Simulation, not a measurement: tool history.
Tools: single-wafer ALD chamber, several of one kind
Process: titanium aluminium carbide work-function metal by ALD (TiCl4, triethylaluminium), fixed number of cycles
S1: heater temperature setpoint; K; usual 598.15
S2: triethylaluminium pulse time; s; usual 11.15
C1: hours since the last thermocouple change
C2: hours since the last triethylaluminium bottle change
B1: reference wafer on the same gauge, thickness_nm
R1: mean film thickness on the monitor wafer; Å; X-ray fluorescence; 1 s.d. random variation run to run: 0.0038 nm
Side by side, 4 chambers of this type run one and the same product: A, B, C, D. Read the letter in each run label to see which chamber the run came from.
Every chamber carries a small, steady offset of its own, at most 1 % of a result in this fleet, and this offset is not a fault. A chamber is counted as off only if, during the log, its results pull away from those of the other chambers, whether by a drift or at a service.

run 1D hour=6.6 | S1=598.15 S2=11.15 | C1=1614.7 C2=243.8 | B1=2.47 | R1=22.485
run 2B hour=17.2 | S1=598.15 S2=11.15 | C1=41.9 C2=213.3 | B1=2.4688 | R1=22.482
run 3A hour=27.6 | S1=598.15 S2=11.15 | C1=1094.2 C2=1050.8 | B1=2.4687 | R1=22.52
run 4C hour=38 | S1=598.15 S2=11.15 | C1=1206 C2=1233.9 | B1=2.4676 | R1=22.36
run 5C hour=44.3 | S1=598.15 S2=11.15 | C1=1212.3 C2=1240.2 | B1=2.4682 | R1=22.31
run 6B hour=57.9 | S1=598.15 S2=11.15 | C1=82.6 C2=254 | B1=2.4663 | R1=22.391
run 7A hour=68 | S1=598.15 S2=9.13 | C1=1134.6 C2=1091.2 | B1=2.4641 | R1=22.051
run 8D hour=79.4 | S1=598.15 S2=9.13 | C1=1687.5 C2=316.6 | B1=2.4649 | R1=21.853
run 9B hour=90.1 | S1=598.15 S2=9.13 | C1=114.8 C2=286.2 | B1=2.4642 | R1=21.897
run 10A hour=102.6 | S1=598.15 S2=9.13 | C1=1169.2 C2=1125.8 | B1=2.4624 | R1=22.017
run 11C hour=110.1 | S1=598.15 S2=11.15 | C1=1278.1 C2=1306 | B1=2.4626 | R1=22.388
run 12D hour=119.2 | S1=598.15 S2=11.15 | C1=1727.3 C2=356.4 | B1=2.4628 | R1=22.393
run 13D hour=133.1 | S1=598.15 S2=11.15 | C1=1741.2 C2=370.3 | B1=2.4615 | R1=22.328
run 14C hour=143.5 | S1=598.15 S2=11.15 | C1=1311.5 C2=1339.4 | B1=2.46 | R1=22.279
-- hour=151.4 chamber A: thermocouple changed; heater temperature recalibrated
run 15A hour=158 | S1=598.15 S2=11.15 | C1=6.6 C2=1181.2 | B1=2.4594 | R1=22.492
run 16B hour=165.1 | S1=598.15 S2=11.15 | C1=189.8 C2=361.2 | B1=2.4591 | R1=22.316
run 17B hour=173.3 | S1=598.15 S2=11.15 | C1=198 C2=369.4 | B1=2.4581 | R1=22.284
-- hour=177 chamber C: triethylaluminium bottle replaced
run 18D hour=187.1 | S1=598.15 S2=11.15 | C1=1795.2 C2=424.3 | B1=2.4581 | R1=22.314
run 19A hour=197.7 | S1=598.15 S2=9.06 | C1=46.3 C2=1220.9 | B1=2.4565 | R1=21.987
run 20C hour=207.1 | S1=598.15 S2=9.06 | C1=1375.1 C2=30.2 | B1=2.4562 | R1=21.81
run 21C hour=219.6 | S1=598.15 S2=9.06 | C1=1387.6 C2=42.7 | B1=2.4565 | R1=21.776
run 22D hour=232.2 | S1=598.15 S2=9.06 | C1=1840.3 C2=469.4 | B1=2.4547 | R1=21.724
run 23B hour=239.3 | S1=587.15 S2=11.15 | C1=264 C2=435.4 | B1=2.4544 | R1=21.309
run 24A hour=246.6 | S1=587.15 S2=11.15 | C1=95.2 C2=1269.8 | B1=2.4531 | R1=21.444

All 4 chambers run these settings next. Forecast each chamber's results:
run 25A hour=257.1 | S1=598.15 S2=11.15 | R1=?
run 25B hour=257.1 | S1=598.15 S2=11.15 | R1=?
run 25C hour=257.1 | S1=598.15 S2=11.15 | R1=?
run 25D hour=257.1 | S1=598.15 S2=11.15 | R1=?

run=25A R1=22.389
run=25B R1=22.314
run=25C R1=22.299
run=25D R1=22.219
